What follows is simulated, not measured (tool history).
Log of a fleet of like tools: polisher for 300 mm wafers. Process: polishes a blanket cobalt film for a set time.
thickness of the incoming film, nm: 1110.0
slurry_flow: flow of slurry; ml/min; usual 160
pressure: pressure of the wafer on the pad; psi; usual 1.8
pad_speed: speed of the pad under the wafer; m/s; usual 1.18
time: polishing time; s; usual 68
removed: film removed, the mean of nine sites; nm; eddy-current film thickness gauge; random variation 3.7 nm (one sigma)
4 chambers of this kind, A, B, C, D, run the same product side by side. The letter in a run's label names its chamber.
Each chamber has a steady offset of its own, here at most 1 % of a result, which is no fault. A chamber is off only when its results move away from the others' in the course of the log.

run,hour,slurry_flow,pressure,pad_speed,time,removed
1D,5.1,160,1.8,1.18,68,406.80
2C,9.3,160,1.8,1.18,68,415.86
3A,12.2,160,1.8,1.18,68,401.52
4B,17.0,160,1.8,1.18,68,408.63
5B,20.6,160,1.8,1.18,68,403.68
6C,24.2,160,1.8,1.18,68,415.89
# hour 28.3: chamber C: worn pad replaced by a new one
7D,29.1,160,1.8,1.18,68,396.99
8A,32.9,160,1.8,1.18,68,403.08
9B,35.3,160,1.8,1.18,68,408.92
10D,39.2,160,1.8,1.18,68,404.14
# hour 39.4: chamber A: worn pad replaced by a new one
11A,42.8,160,1.8,1.18,68,400.03
12C,46.2,160,1.8,1.48,68,522.66
13C,50.6,160,1.8,1.48,68,516.56
# hour 51.6: chamber B: worn pad replaced by a new one
14D,55.2,160,1.8,1.48,68,510.12
15B,60.6,160,1.8,1.48,68,512.67
# hour 62.5: chamber B: head pressure recalibrated
16A,65.8,160,1.8,1.18,85,510.22
17C,70.4,160,1.8,1.18,85,511.71
# hour 70.9: chamber D: worn pad replaced by a new one
18D,73.5,160,1.8,1.18,85,504.09
19A,78.7,160,1.8,1.18,85,504.68
20B,82.7,160,1.8,1.18,68,437.51
21C,86.7,160,1.8,1.18,68,411.87
22A,89.1,160,1.8,1.18,68,403.43
23D,94.1,160,1.8,1.18,68,410.03
24B,96.9,160,1.8,1.18,68,432.94
25D,101.9,160,1.8,1.18,68,409.67
26B,106.0,160,1.8,1.18,68,438.43
27A,108.6,160,1.8,1.18,68,400.40
# hour 111.2: chamber A: worn pad replaced by a new one
28C,111.4,160,1.8,1.18,68,407.90
29B,115.9,160,1.8,1.18,68,439.93
# hour 117.8: chamber C: slurry nozzle cleaned
30D,118.8,160,1.8,1.18,68,400.42
31A,122.1,160,1.8,1.18,68,403.94
32C,125.6,160,1.8,1.18,68,412.93

What goes on in this fleet: one chamber off, a drifting gauge, or nothing beyond the chambers' own small offsets? Name the chamber and the cause, if any.

A service left chamber B off against the others.
Cause: head's pressure above its setpoint, % = 8.25.

Here are 4 candidates for chamber B's next run, each the usual settings with a change, their results left as question marks. Which one brings its results back in line with what the others give on the usual settings?
In line means no further than this from the other chambers' mean on the usual settings: removed 13.00 nm
33B-1,129.5,160,1.8,1.10,68,?
33B-2,129.5,160,1.7,1.12,64,?
33B-3,129.5,160,1.9,1.18,70,?
33B-4,129.5,160,1.9,1.24,72,?

The other chambers' mean on the usual settings: removed 406.39 nm
run,removed
33B-1,409.55
33B-2,371.06
33B-3,477.57
33B-4,516.57
33B-1 brings the chamber back in line.
